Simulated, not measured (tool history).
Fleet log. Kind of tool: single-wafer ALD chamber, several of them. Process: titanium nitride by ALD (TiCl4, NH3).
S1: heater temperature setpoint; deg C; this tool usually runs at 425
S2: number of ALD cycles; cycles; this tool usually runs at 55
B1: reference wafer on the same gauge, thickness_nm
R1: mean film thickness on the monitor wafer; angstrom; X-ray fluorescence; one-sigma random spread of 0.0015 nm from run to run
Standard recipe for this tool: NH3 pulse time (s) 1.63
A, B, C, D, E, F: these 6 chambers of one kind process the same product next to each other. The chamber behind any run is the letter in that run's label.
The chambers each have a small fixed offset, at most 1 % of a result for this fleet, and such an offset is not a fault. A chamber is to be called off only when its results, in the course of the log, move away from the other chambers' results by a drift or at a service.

run 1F day=0.379 | S1=425 S2=55 NH3_pulse_time_(s)=1.63 | B1=1.4498 | R1=12.2550
run 2B day=0.862 | S1=425 S2=55 NH3_pulse_time_(s)=1.63 | B1=1.4495 | R1=12.1970
run 3E day=1.396 | S1=425 S2=55 NH3_pulse_time_(s)=1.63 | B1=1.4493 | R1=12.0680
-- day=1.700 chamber F: thermocouple changed; heater temperature recalibrated
run 4A day=1.925 | S1=425 S2=55 NH3_pulse_time_(s)=1.63 | B1=1.4491 | R1=12.1520
run 5C day=2.400 | S1=431 S2=45 NH3_pulse_time_(s)=1.63 | B1=1.4492 | R1=9.9742
run 6D day=2.975 | S1=431 S2=45 NH3_pulse_time_(s)=1.63 | B1=1.4489 | R1=9.9931
run 7B day=3.467 | S1=431 S2=45 NH3_pulse_time_(s)=1.63 | B1=1.4486 | R1=9.9669
run 8F day=3.929 | S1=431 S2=45 NH3_pulse_time_(s)=1.63 | B1=1.4489 | R1=10.0340
run 9D day=4.412 | S1=431 S2=45 NH3_pulse_time_(s)=1.63 | B1=1.4484 | R1=9.9848
run 10E day=4.971 | S1=431 S2=45 NH3_pulse_time_(s)=1.63 | B1=1.4488 | R1=9.8676
run 11C day=5.462 | S1=425 S2=55 NH3_pulse_time_(s)=1.63 | B1=1.4481 | R1=12.2290
run 12A day=5.896 | S1=425 S2=55 NH3_pulse_time_(s)=1.63 | B1=1.4477 | R1=12.1180
run 13A day=6.554 | S1=425 S2=55 NH3_pulse_time_(s)=1.63 | B1=1.4478 | R1=12.1230
run 14B day=7.033 | S1=425 S2=55 NH3_pulse_time_(s)=1.63 | B1=1.4469 | R1=12.1830
run 15F day=7.429 | S1=425 S2=55 NH3_pulse_time_(s)=1.63 | B1=1.4474 | R1=12.2100
run 16D day=7.954 | S1=425 S2=55 NH3_pulse_time_(s)=1.63 | B1=1.4468 | R1=12.1850
run 17C day=8.325 | S1=425 S2=55 NH3_pulse_time_(s)=2.11 | B1=1.4470 | R1=12.2520
-- day=8.400 chamber B: thermocouple changed; heater temperature recalibrated
run 18E day=8.667 | S1=425 S2=55 NH3_pulse_time_(s)=2.11 | B1=1.4468 | R1=12.1540
run 19C day=9.238 | S1=425 S2=55 NH3_pulse_time_(s)=2.11 | B1=1.4464 | R1=12.2730
-- day=9.279 chamber C: thermocouple changed; heater temperature recalibrated
run 20F day=9.896 | S1=425 S2=55 NH3_pulse_time_(s)=2.11 | B1=1.4464 | R1=12.3320
run 21B day=10.279 | S1=425 S2=55 NH3_pulse_time_(s)=2.11 | B1=1.4464 | R1=12.2660
run 22D day=10.917 | S1=425 S2=55 NH3_pulse_time_(s)=2.11 | B1=1.4461 | R1=12.2430
run 23E day=11.392 | S1=425 S2=61 NH3_pulse_time_(s)=1.63 | B1=1.4459 | R1=13.3350
run 24A day=11.958 | S1=425 S2=61 NH3_pulse_time_(s)=1.63 | B1=1.4458 | R1=13.4320
run 25E day=12.579 | S1=425 S2=61 NH3_pulse_time_(s)=1.63 | B1=1.4452 | R1=13.3630
run 26B day=13.150 | S1=425 S2=61 NH3_pulse_time_(s)=1.63 | B1=1.4449 | R1=13.4590
run 27F day=13.500 | S1=425 S2=61 NH3_pulse_time_(s)=1.63 | B1=1.4446 | R1=13.5750
run 28A day=13.917 | S1=425 S2=61 NH3_pulse_time_(s)=1.63 | B1=1.4449 | R1=13.4580
run 29C day=14.379 | S1=438 S2=64 NH3_pulse_time_(s)=1.63 | B1=1.4441 | R1=14.1590
run 30D day=14.946 | S1=438 S2=64 NH3_pulse_time_(s)=1.63 | B1=1.4442 | R1=14.1380
run 31B day=15.458 | S1=438 S2=64 NH3_pulse_time_(s)=1.63 | B1=1.4442 | R1=14.1730
run 32C day=16.092 | S1=438 S2=64 NH3_pulse_time_(s)=1.63 | B1=1.4437 | R1=14.1870
run 33A day=16.483 | S1=438 S2=64 NH3_pulse_time_(s)=1.63 | B1=1.4437 | R1=14.0960
run 34E day=17.096 | S1=438 S2=64 NH3_pulse_time_(s)=1.63 | B1=1.4433 | R1=14.0240
run 35D day=17.562 | S1=425 S2=55 NH3_pulse_time_(s)=1.63 | B1=1.4438 | R1=12.1320
run 36F day=18.025 | S1=425 S2=55 NH3_pulse_time_(s)=1.63 | B1=1.4437 | R1=12.2000
run 37B day=18.504 | S1=425 S2=55 NH3_pulse_time_(s)=1.63 | B1=1.4429 | R1=12.1150
run 38A day=18.917 | S1=425 S2=55 NH3_pulse_time_(s)=1.63 | B1=1.4427 | R1=12.1250
run 39E day=19.250 | S1=425 S2=55 NH3_pulse_time_(s)=1.63 | B1=1.4426 | R1=12.0020
run 40F day=19.825 | S1=425 S2=55 NH3_pulse_time_(s)=1.63 | B1=1.4429 | R1=12.2010

All 6 chambers run these settings next. Forecast each chamber's results:
run 41A day=20.300 | S1=425 S2=58 NH3_pulse_time_(s)=1.63 | R1=?
run 41B day=20.300 | S1=425 S2=58 NH3_pulse_time_(s)=1.63 | R1=?
run 41C day=20.300 | S1=425 S2=58 NH3_pulse_time_(s)=1.63 | R1=?
run 41D day=20.300 | S1=425 S2=58 NH3_pulse_time_(s)=1.63 | R1=?
run 41E day=20.300 | S1=425 S2=58 NH3_pulse_time_(s)=1.63 | R1=?
run 41F day=20.300 | S1=425 S2=58 NH3_pulse_time_(s)=1.63 | R1=?

run=41A R1=12.7500
run=41B R1=12.8090
run=41C R1=12.8100
run=41D R1=12.7960
run=41E R1=12.6800
run=41F R1=12.8570

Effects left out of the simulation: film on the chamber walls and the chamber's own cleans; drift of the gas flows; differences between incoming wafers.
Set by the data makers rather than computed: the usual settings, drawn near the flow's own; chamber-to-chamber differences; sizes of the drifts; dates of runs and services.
